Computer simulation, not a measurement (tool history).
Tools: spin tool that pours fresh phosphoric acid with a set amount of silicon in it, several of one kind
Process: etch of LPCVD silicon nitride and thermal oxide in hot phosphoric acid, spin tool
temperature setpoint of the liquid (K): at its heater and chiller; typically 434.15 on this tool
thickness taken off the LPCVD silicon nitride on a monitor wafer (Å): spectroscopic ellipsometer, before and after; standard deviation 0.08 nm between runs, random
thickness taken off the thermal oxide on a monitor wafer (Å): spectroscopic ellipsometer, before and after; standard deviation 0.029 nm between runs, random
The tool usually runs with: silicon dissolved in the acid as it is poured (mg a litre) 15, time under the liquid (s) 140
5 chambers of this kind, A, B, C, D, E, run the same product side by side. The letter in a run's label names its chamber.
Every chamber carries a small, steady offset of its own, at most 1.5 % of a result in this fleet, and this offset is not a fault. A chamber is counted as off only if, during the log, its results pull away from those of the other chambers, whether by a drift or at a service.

| run | hour | temperature setpoint of the liquid (K) | silicon dissolved in the acid as it is poured (mg a litre) | time under the liquid (s) | read-back film thickness of the LPCVD silicon nitride reference wafer, read on the same gauge (nm) | read-back film thickness of the thermal oxide reference wafer, read on the same gauge (nm) | thickness taken off the LPCVD silicon nitride on a monitor wafer (Å) | thickness taken off the thermal oxide on a monitor wafer (Å) |
|---|---|---|---|---|---|---|---|---|
| 1D | 2.4 | 434.15 | 15 | 140 | 59.999 | 50.009 | 117.27 | 3.1329 |
| 2E | 6.4 | 434.15 | 15 | 140 | 60 | 49.987 | 116.21 | 3.1578 |
| 3C | 10.3 | 434.15 | 15 | 140 | 59.993 | 49.997 | 114.95 | 2.7038 |
| 4B | 13.1 | 434.15 | 15 | 140 | 60.003 | 49.997 | 115.3 | 2.6404 |
| 5A | 17.1 | 434.15 | 15 | 140 | 60.014 | 50.055 | 116.3 | 2.8443 |
|  | 19 | chamber E: thermometer replaced |
| 6C | 19.3 | 434.15 | 15 | 75 | 59.996 | 50.013 | 61.233 | 1.6877 |
| 7E | 21.5 | 434.15 | 15 | 75 | 60.01 | 49.962 | 62.929 | 1.6962 |
| 8B | 23.6 | 434.15 | 15 | 75 | 59.996 | 49.948 | 60.925 | 1.398 |
| 9D | 26.3 | 434.15 | 15 | 75 | 60.011 | 49.965 | 61.683 | 1.6965 |
| 10A | 28.5 | 434.15 | 15 | 75 | 59.987 | 49.96 | 62.293 | 1.5252 |
| 11E | 32.5 | 434.15 | 15 | 140 | 59.999 | 49.98 | 117.27 | 2.4376 |
| 12C | 36 | 434.15 | 15 | 140 | 59.995 | 50.033 | 115.2 | 3.0692 |
| 13D | 40 | 434.15 | 15 | 140 | 59.972 | 50.02 | 115.81 | 2.6209 |
| 14B | 43.8 | 434.15 | 15 | 140 | 60.001 | 50.041 | 112.84 | 3.0528 |
| 15A | 46 | 434.15 | 15 | 140 | 59.985 | 49.992 | 116.05 | 2.4697 |
| 16B | 49.3 | 434.15 | 15 | 140 | 60.009 | 50.003 | 112.09 | 2.7013 |
| 17E | 52.4 | 431.65 | 15 | 100 | 60.012 | 49.987 | 77.301 | 1.7564 |
| 18A | 55.5 | 431.65 | 15 | 100 | 60.049 | 50.037 | 76.35 | 1.6611 |
| 19D | 58.8 | 431.65 | 15 | 100 | 59.999 | 50.022 | 75.619 | 1.732 |
|  | 58.9 | chamber C: dissolved silicon flow meter replaced |
| 20C | 61.3 | 431.65 | 15 | 100 | 60.014 | 49.98 | 75.601 | 1.5586 |
| 21D | 63.4 | 431.65 | 15 | 100 | 59.988 | 49.983 | 76.405 | 1.7461 |
| 22B | 66.2 | 434.15 | 15 | 140 | 60.02 | 50.024 | 109.95 | 2.5735 |
| 23C | 69.8 | 434.15 | 15 | 140 | 59.997 | 49.99 | 114.87 | 2.4585 |
| 24A | 73.3 | 431.15 | 7.5 | 140 | 59.964 | 50.009 | 103.67 | 3.0103 |
| 25E | 76.9 | 431.15 | 7.5 | 140 | 59.969 | 50.021 | 106.18 | 3.0589 |
| 26C | 80.6 | 431.15 | 7.5 | 140 | 60.02 | 50.006 | 104.48 | 3.0354 |
| 27B | 84.7 | 431.15 | 7.5 | 140 | 60.012 | 50.011 | 97.797 | 2.5686 |
| 28E | 88.2 | 431.15 | 7.5 | 140 | 59.998 | 49.975 | 105.74 | 2.9234 |
| 29A | 90.4 | 434.15 | 15 | 140 | 59.963 | 50.042 | 115.97 | 2.6986 |
| 30D | 93.1 | 434.15 | 15 | 140 | 59.973 | 49.998 | 116.12 | 3.2428 |
| 31B | 96.2 | 434.15 | 15 | 140 | 59.973 | 49.992 | 106.96 | 2.5168 |
| 32A | 98.2 | 434.15 | 15 | 140 | 59.994 | 50.019 | 115.73 | 2.6968 |

Read the log: is a single chamber off, either drifting away or since a service, is the gauge that measures every chamber drifting, or is nothing wrong beyond small per-chamber offsets? Name any odd chamber and what most likely caused it.

Chamber B drifts away from the others.
Likeliest cause: temperature lost on the way to the wafer (K) = 2.23.
Not necessarily distinguishable in this log from: liquid colder than its thermometer reads (K).

Which of the 4 candidates below, each the usual settings with something changed and its results left as question marks, puts chamber B back in line with what the other chambers give on the usual settings?
In line here means within this much of the mean the other chambers give on the usual settings: thickness taken off the LPCVD silicon nitride on a monitor wafer (Å) 2.8; thickness taken off the thermal oxide on a monitor wafer (Å) 1
| 33B-1 | 101.5 | 434.65 | 13 | 150 |  |  | ? | ? |
| 33B-2 | 101.5 | 434.15 | 14.5 | 145 |  |  | ? | ? |
| 33B-3 | 101.5 | 434.15 | 15.5 | 135 |  |  | ? | ? |
| 33B-4 | 101.5 | 433.65 | 17 | 130 |  |  | ? | ? |

The other chambers' mean on the usual settings: thickness taken off the LPCVD silicon nitride on a monitor wafer (Å) 116.13; thickness taken off the thermal oxide on a monitor wafer (Å) 2.872
| run | thickness taken off the LPCVD silicon nitride on a monitor wafer (Å) | thickness taken off the thermal oxide on a monitor wafer (Å) |
|---|---|---|
| 33B-1 | 116.52 | 2.9246 |
| 33B-2 | 110.78 | 2.6285 |
| 33B-3 | 103.14 | 2.3868 |
| 33B-4 | 97.659 | 2.1301 |
It is 33B-1 that realigns the chamber with its peers.
